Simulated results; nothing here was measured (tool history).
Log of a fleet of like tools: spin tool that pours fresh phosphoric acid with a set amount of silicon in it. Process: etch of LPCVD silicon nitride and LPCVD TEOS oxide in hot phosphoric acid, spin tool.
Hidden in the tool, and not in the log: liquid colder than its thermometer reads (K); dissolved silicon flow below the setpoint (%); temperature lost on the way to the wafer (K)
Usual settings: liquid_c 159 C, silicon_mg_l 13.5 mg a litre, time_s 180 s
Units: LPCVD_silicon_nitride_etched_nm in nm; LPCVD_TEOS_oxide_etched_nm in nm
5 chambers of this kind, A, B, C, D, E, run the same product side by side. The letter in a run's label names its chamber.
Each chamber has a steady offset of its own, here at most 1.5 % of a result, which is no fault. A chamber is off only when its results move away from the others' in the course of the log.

run,day,liquid_c,silicon_mg_l,time_s,hours since the thermometer was replaced,hours since the dissolved silicon flow meter was replaced,hours since the heated supply line was repaired,"read-back film thickness of the LPCVD silicon nitride reference wafer, read on the same gauge (nm)","read-back film thickness of the LPCVD TEOS oxide reference wafer, read on the same gauge (nm)",LPCVD_silicon_nitride_etched_nm,LPCVD_TEOS_oxide_etched_nm
1A,0.217,159,13.5,180,234.8,318.8,311.7,119.98,129.99,14.2010,0.63920
2D,0.362,159,13.5,180,224.6,1689.0,1102.8,120.01,129.99,14.2040,0.64928
3E,0.579,159,13.5,180,587.1,204.2,660.0,119.99,129.98,13.7970,0.67160
4B,0.712,159,13.5,180,1537.6,506.8,246.7,119.97,130.00,14.0720,0.65502
5C,0.900,159,13.5,180,2165.9,49.8,1340.1,120.00,129.98,14.3140,0.64879
6E,1.096,159,13.5,180,599.5,216.6,672.4,119.99,129.99,13.9970,0.67034
7D,1.354,159,13.5,180,248.4,1712.8,1126.6,120.00,130.00,13.9960,0.62405
8B,1.529,159,13.5,180,1557.2,526.4,266.3,119.96,129.99,14.2340,0.68617
9C,1.692,159,13.5,180,2184.9,68.8,1359.1,120.01,130.00,14.1130,0.64534
10A,1.921,159,13.5,180,275.7,359.7,352.6,120.03,130.00,14.2750,0.66468
11B,2.138,158,13.5,180,1571.8,541.0,280.9,119.99,130.01,13.7080,0.67323
12E,2.279,158,13.5,180,627.9,245.0,700.8,120.04,130.00,13.5390,0.64218
13C,2.462,158,13.5,180,2203.4,87.3,1377.6,119.98,129.99,13.6180,0.61307
# day 2.567: chamber D: dissolved silicon flow meter replaced
14A,2.692,158,13.5,180,294.2,378.2,371.1,119.97,130.01,13.5970,0.60556
15D,2.950,158,13.5,180,286.7,9.3,1164.9,120.02,130.00,13.6710,0.57935
16A,3.158,159,13.5,125,305.4,389.4,382.3,119.96,129.99,9.9595,0.47757
17C,3.396,159,13.5,125,2225.8,109.7,1400.0,120.05,130.00,9.7975,0.42994
18D,3.571,159,13.5,125,301.6,24.2,1179.8,119.99,130.00,9.6952,0.42183
19E,3.696,159,13.5,125,661.9,279.0,734.8,120.00,130.00,9.6765,0.45265
20B,3.846,159,13.5,125,1612.8,582.0,321.9,120.00,130.00,9.8879,0.46218
21B,4.038,159,13.5,180,1617.4,586.6,326.5,119.98,130.01,14.1510,0.66018
# day 4.162: chamber A: dissolved silicon flow meter replaced
22E,4.258,159,13.5,180,675.4,292.5,748.3,119.99,129.99,14.0400,0.69124
23A,4.383,159,13.5,180,334.8,5.4,411.7,120.00,130.00,14.2210,0.66705
24D,4.642,159,13.5,180,327.3,49.9,1205.5,120.01,129.99,14.0290,0.66107
25C,4.808,159,13.5,180,2259.7,143.6,1433.9,120.01,130.02,14.1900,0.67397
26E,5.050,159,13.5,180,694.4,311.5,767.3,119.98,129.98,13.9380,0.68640
27B,5.254,159,13.5,180,1646.6,615.8,355.7,120.02,130.01,14.1770,0.61398
28C,5.462,159,13.5,180,2275.4,159.3,1449.6,119.97,130.00,14.0580,0.65676
29A,5.704,159,13.5,180,366.5,37.1,443.4,119.98,130.01,14.2460,0.63867
30D,5.867,159,13.5,180,356.7,79.3,1234.9,120.00,130.00,14.0210,0.66655
31A,6.092,161,13.5,180,375.8,46.4,452.7,119.96,129.98,15.0680,0.77395
32E,6.262,161,13.5,180,723.5,340.6,796.4,120.03,130.00,14.8540,0.71169
33B,6.408,161,13.5,180,1674.3,643.5,383.4,119.98,130.01,15.1350,0.82214
34C,6.550,161,13.5,180,2301.5,185.4,1475.7,120.00,130.01,15.2000,0.86178
35D,6.792,161,13.5,180,378.9,101.5,1257.1,120.03,130.01,14.9200,0.84502
36A,6.971,159,13.5,180,396.9,67.5,473.8,120.00,130.00,14.2380,0.72513
37E,7.104,159,13.5,180,743.7,360.8,816.6,119.97,130.01,13.9160,0.63612
38B,7.238,159,13.5,180,1694.2,663.4,403.3,120.01,130.00,14.2360,0.71857

Is one chamber off against the others, does the gauge drift, or is nothing wrong? If a chamber is off, say which, and what the likeliest cause is.

No chamber stands off beyond its own small offset, and the gauge holds steady.
